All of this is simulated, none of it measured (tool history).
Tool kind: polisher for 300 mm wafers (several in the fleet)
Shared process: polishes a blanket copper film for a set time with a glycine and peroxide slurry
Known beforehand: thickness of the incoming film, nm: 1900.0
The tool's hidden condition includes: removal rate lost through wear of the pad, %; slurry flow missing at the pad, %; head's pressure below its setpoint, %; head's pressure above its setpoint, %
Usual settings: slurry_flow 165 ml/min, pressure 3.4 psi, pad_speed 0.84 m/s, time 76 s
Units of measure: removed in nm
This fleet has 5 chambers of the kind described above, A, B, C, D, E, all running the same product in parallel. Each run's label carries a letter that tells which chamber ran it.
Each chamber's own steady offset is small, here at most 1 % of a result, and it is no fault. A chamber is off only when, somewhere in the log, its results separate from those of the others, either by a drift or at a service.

| run | day | slurry_flow | pressure | pad_speed | time | wafers polished on this pad | hours since the slurry nozzle was cleaned | hours since the head pressure was calibrated | removed |
|---|---|---|---|---|---|---|---|---|---|
| 1A | 0.350 | 165 | 3.4 | 0.84 | 76 | 806 | 120.1 | 306.4 | 363.28 |
| 2C | 0.867 | 165 | 3.4 | 0.84 | 76 | 897 | 437.9 | 34.8 | 364.58 |
|  | 1.058 | chamber A: worn pad replaced by a new one |
| 3B | 1.467 | 165 | 3.4 | 0.84 | 76 | 657 | 335.3 | 400.3 | 360.06 |
| 4D | 1.846 | 165 | 3.4 | 0.84 | 76 | 477 | 249.0 | 1202.3 | 365.28 |
|  | 2.279 | chamber A: head pressure recalibrated |
| 5E | 2.346 | 165 | 3.4 | 0.84 | 76 | 633 | 314.8 | 401.3 | 364.71 |
|  | 2.575 | chamber B: worn pad replaced by a new one |
| 6C | 2.812 | 165 | 3.4 | 0.84 | 76 | 1303 | 484.6 | 81.5 | 362.43 |
|  | 2.967 | chamber C: worn pad replaced by a new one |
|  | 3.142 | chamber B: head pressure recalibrated |
| 7B | 3.288 | 165 | 3.4 | 0.84 | 76 | 149 | 379.0 | 3.6 | 361.80 |
|  | 3.379 | chamber D: worn pad replaced by a new one |
| 8A | 3.675 | 165 | 3.4 | 0.84 | 76 | 547 | 199.9 | 33.5 | 365.33 |
| 9E | 4.279 | 165 | 3.4 | 0.84 | 76 | 1037 | 361.2 | 447.7 | 361.76 |
|  | 4.492 | chamber E: worn pad replaced by a new one |
| 10D | 4.571 | 165 | 3.4 | 0.60 | 86 | 248 | 314.4 | 1267.7 | 314.34 |
| 11D | 5.054 | 165 | 3.4 | 0.60 | 86 | 349 | 326.0 | 1279.3 | 312.89 |
| 12B | 5.633 | 165 | 3.4 | 0.60 | 86 | 639 | 435.3 | 59.9 | 311.65 |
|  | 5.642 | chamber A: worn pad replaced by a new one |
|  | 5.938 | chamber A: slurry nozzle cleaned |
| 13E | 6.004 | 165 | 3.4 | 0.60 | 86 | 316 | 402.6 | 489.1 | 310.27 |
|  | 6.458 | chamber D: slurry nozzle cleaned |
|  | 6.496 | chamber B: worn pad replaced by a new one |
| 14A | 6.538 | 165 | 3.4 | 0.60 | 86 | 187 | 14.4 | 102.2 | 315.75 |
| 15C | 7.088 | 165 | 3.4 | 0.84 | 76 | 860 | 587.2 | 184.1 | 358.45 |
|  | 7.096 | chamber D: head pressure recalibrated |
|  | 7.208 | chamber C: slurry nozzle cleaned |
| 16E | 7.371 | 165 | 3.4 | 0.84 | 76 | 601 | 435.4 | 521.9 | 361.09 |
| 17A | 7.904 | 165 | 3.4 | 0.84 | 76 | 472 | 47.2 | 135.0 | 367.18 |
|  | 8.333 | chamber E: slurry nozzle cleaned |
|  | 8.342 | chamber D: worn pad replaced by a new one |
| 18B | 8.392 | 165 | 3.4 | 0.84 | 76 | 396 | 501.5 | 126.1 | 360.60 |
|  | 8.679 | chamber E: worn pad replaced by a new one |
| 19C | 8.854 | 165 | 3.4 | 0.84 | 76 | 1229 | 39.6 | 226.5 | 359.61 |
| 20D | 9.354 | 165 | 3.4 | 0.84 | 76 | 212 | 69.6 | 54.3 | 363.29 |
|  | 9.362 | chamber C: worn pad replaced by a new one |
| 21E | 9.821 | 165 | 2.8 | 0.84 | 76 | 238 | 35.7 | 580.7 | 309.88 |
|  | 10.162 | chamber B: worn pad replaced by a new one |
| 22D | 10.162 | 165 | 2.8 | 0.84 | 76 | 380 | 89.0 | 73.7 | 310.77 |
|  | 10.458 | chamber A: worn pad replaced by a new one |
| 23A | 10.721 | 165 | 2.8 | 0.84 | 76 | 54 | 114.8 | 202.6 | 311.61 |
| 24B | 11.062 | 165 | 2.8 | 0.84 | 76 | 188 | 565.6 | 190.2 | 306.96 |
| 25C | 11.458 | 165 | 2.8 | 0.84 | 76 | 438 | 102.1 | 289.0 | 309.09 |
| 26E | 11.804 | 165 | 3.4 | 0.84 | 76 | 652 | 83.3 | 628.3 | 358.38 |
| 27D | 12.088 | 165 | 3.4 | 0.84 | 76 | 782 | 135.2 | 119.9 | 359.13 |
| 28C | 12.679 | 165 | 3.4 | 0.84 | 76 | 693 | 131.4 | 318.3 | 366.72 |
|  | 13.125 | chamber D: worn pad replaced by a new one |
| 29B | 13.183 | 165 | 3.4 | 0.84 | 76 | 630 | 616.5 | 241.1 | 359.19 |
|  | 13.633 | chamber E: worn pad replaced by a new one |
| 30A | 13.725 | 165 | 3.4 | 0.84 | 76 | 682 | 186.9 | 274.7 | 361.04 |
|  | 13.771 | chamber B: worn pad replaced by a new one |
| 31C | 14.000 | 165 | 3.4 | 0.84 | 76 | 969 | 163.1 | 350.0 | 363.42 |
| 32D | 14.429 | 165 | 3.4 | 0.84 | 76 | 272 | 191.4 | 176.1 | 361.94 |
| 33E | 15.021 | 165 | 3.4 | 0.84 | 76 | 290 | 160.5 | 705.5 | 360.97 |
|  | 15.171 | chamber C: worn pad replaced by a new one |
| 34A | 15.446 | 165 | 3.4 | 0.84 | 76 | 1041 | 228.2 | 316.0 | 364.11 |
|  | 15.871 | chamber A: head pressure recalibrated |
|  | 15.896 | chamber A: worn pad replaced by a new one |
| 35B | 15.979 | 165 | 3.4 | 0.84 | 76 | 461 | 683.6 | 308.2 | 364.69 |
| 36B | 16.379 | 165 | 3.4 | 0.84 | 76 | 545 | 693.2 | 317.8 | 357.38 |
| 37D | 16.792 | 165 | 3.4 | 0.84 | 76 | 765 | 248.1 | 232.8 | 362.70 |
| 38C | 17.138 | 165 | 3.4 | 0.84 | 76 | 410 | 238.4 | 425.3 | 358.63 |
| 39E | 17.496 | 165 | 3.4 | 0.84 | 76 | 806 | 219.9 | 764.9 | 363.08 |
|  | 17.529 | chamber B: worn pad replaced by a new one |
| 40A | 17.829 | 165 | 3.4 | 0.84 | 76 | 404 | 285.4 | 47.0 | 359.84 |
| 41B | 18.300 | 165 | 3.4 | 0.84 | 76 | 161 | 739.3 | 363.9 | 362.84 |
| 42C | 18.638 | 165 | 3.4 | 0.84 | 76 | 724 | 274.4 | 461.3 | 364.18 |

Which is it: a chamber that has drifted or been left off by a service, a gauge drift common to all chambers, or only each chamber's usual small offset? If a chamber is off, name it and its likeliest cause.

All chambers stay in line apart from their small fixed offsets, and the gauge does not drift.

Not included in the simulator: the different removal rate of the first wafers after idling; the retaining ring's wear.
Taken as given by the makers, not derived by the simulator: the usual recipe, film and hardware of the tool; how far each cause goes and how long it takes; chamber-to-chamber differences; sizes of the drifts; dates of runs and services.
